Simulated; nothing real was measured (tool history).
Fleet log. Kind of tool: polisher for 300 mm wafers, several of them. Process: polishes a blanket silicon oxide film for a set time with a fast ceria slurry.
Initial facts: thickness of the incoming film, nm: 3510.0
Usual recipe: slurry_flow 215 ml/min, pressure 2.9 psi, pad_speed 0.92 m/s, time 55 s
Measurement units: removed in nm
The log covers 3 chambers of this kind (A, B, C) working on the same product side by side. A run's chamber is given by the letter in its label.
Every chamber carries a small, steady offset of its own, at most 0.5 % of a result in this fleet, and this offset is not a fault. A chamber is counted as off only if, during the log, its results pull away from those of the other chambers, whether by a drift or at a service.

run,hour,slurry_flow,pressure,pad_speed,time,wafers polished on this pad,hours since the slurry nozzle was cleaned,hours since the head pressure was calibrated,removed
1C,8.7,215,2.9,0.92,55,163,80,444,728.38
# hour 11.5: chamber A: worn pad replaced by a new one
2A,16.5,215,2.9,0.92,55,31,39.4,712.1,713.66
3B,30.3,215,2.9,0.92,55,646,245.4,801.7,710.11
4C,43.5,215,2.9,0.92,55,385,114.8,478.8,718.93
5A,55,215,2.9,0.92,55,276,77.9,750.6,721.01
6B,67.3,215,2.9,0.92,55,881,282.4,838.7,718.74
7B,78.9,215,2.9,0.92,55,955,294,850.3,718.73
8C,85.8,215,2.9,1.08,55,654,157.1,521.1,857.19
# hour 87.6: chamber B: worn pad replaced by a new one
9A,96.3,215,2.9,1.08,55,539,119.2,791.9,841.02
10C,107.1,215,2.9,1.08,55,789,178.4,542.4,840.54
# hour 111.7: chamber C: worn pad replaced by a new one
11A,113.5,215,2.9,0.92,55,649,136.4,809.1,719.17
12B,120,215,2.9,0.92,55,206,335.1,891.4,728.68
13A,133.4,215,2.9,0.92,55,775,156.3,829,719.34
14C,140.4,215,2.9,0.92,55,183,211.7,575.7,716.01
15B,148,215,2.9,0.92,55,384,363.1,919.4,723.03
# hour 155.4: chamber B: head pressure recalibrated
16A,160.4,175,2.9,1.04,55,947,183.3,856,774.67
17C,166.7,175,2.9,1.04,55,350,238,602,791.41
18B,174.8,175,2.9,1.04,55,555,389.9,19.5,879.19
19A,181.9,215,2.9,0.92,55,1084,204.8,877.5,723.61
20B,190.6,215,2.9,0.92,55,655,405.7,35.3,801.7
21C,197.5,215,2.9,0.92,55,546,268.8,632.8,724.4
22B,209,215,1.9,0.92,55,772,424.1,53.7,528.82
23C,216.6,215,1.9,0.92,55,668,287.9,651.9,471.08
# hour 221.1: chamber A: worn pad replaced by a new one
24A,222.7,215,1.9,0.92,55,10,245.6,918.3,475.4
25C,231,215,2.9,0.92,55,759,302.3,666.3,729.71
26A,240,190,2.9,0.92,55,120,262.9,935.6,700.38
27B,248.2,190,2.9,0.92,55,1022,463.3,92.9,788.85
# hour 254.9: chamber C: worn pad replaced by a new one
28A,259.2,190,2.9,0.92,55,242,282.1,954.8,701.16
29B,265.5,215,2.9,0.92,55,1132,480.6,110.2,801.95
30C,279,265,2.2,0.92,55,153,350.3,714.3,554.79
# hour 288.4: chamber B: worn pad replaced by a new one
31B,292.9,265,2.2,0.92,55,29,508,137.6,625.99
32A,305.3,265,2.2,0.92,55,536,328.2,1000.9,543.93
33C,316.8,215,2.9,0.92,55,394,388.1,752.1,726.38
34B,325.3,215,2.9,0.92,55,235,540.4,170,802.62
35C,335.3,215,2.9,0.92,55,511,406.6,770.6,723.72
36A,341.3,215,2.9,0.92,55,765,364.2,1036.9,717.03
37B,354.5,215,2.9,0.92,55,421,569.6,199.2,806.86
38C,363.6,190,2.9,0.92,65,691,434.9,798.9,846.67

What goes on in this fleet: one chamber off, a drifting gauge, or nothing beyond the chambers' own small offsets? Name the chamber and the cause, if any.

Chamber B has stood off from the others ever since a service on it.
What lies behind it: head's pressure above its setpoint, % = 11.1.

Chamber B could run next with any of the 4 candidate recipes listed below; each alters the usual settings, and their results appear as question marks. Which one brings its results back in line with what the other chambers deliver on the usual settings?
In line here means within this much of the mean the other chambers give on the usual settings: removed 22 nm
39B-1,373.5,210,2.6,0.92,55,,,,?
39B-2,373.5,220,2.9,1.04,61,,,,?
39B-3,373.5,215,2.7,0.84,51,,,,?
39B-4,373.5,215,3.1,0.92,58,,,,?

On the usual settings, the other chambers give on average: removed 718.55 nm
run,removed
39B-1,719.62
39B-2,1012.2
39B-3,633.27
39B-4,905.05
It is 39B-1 that realigns the chamber with its peers.
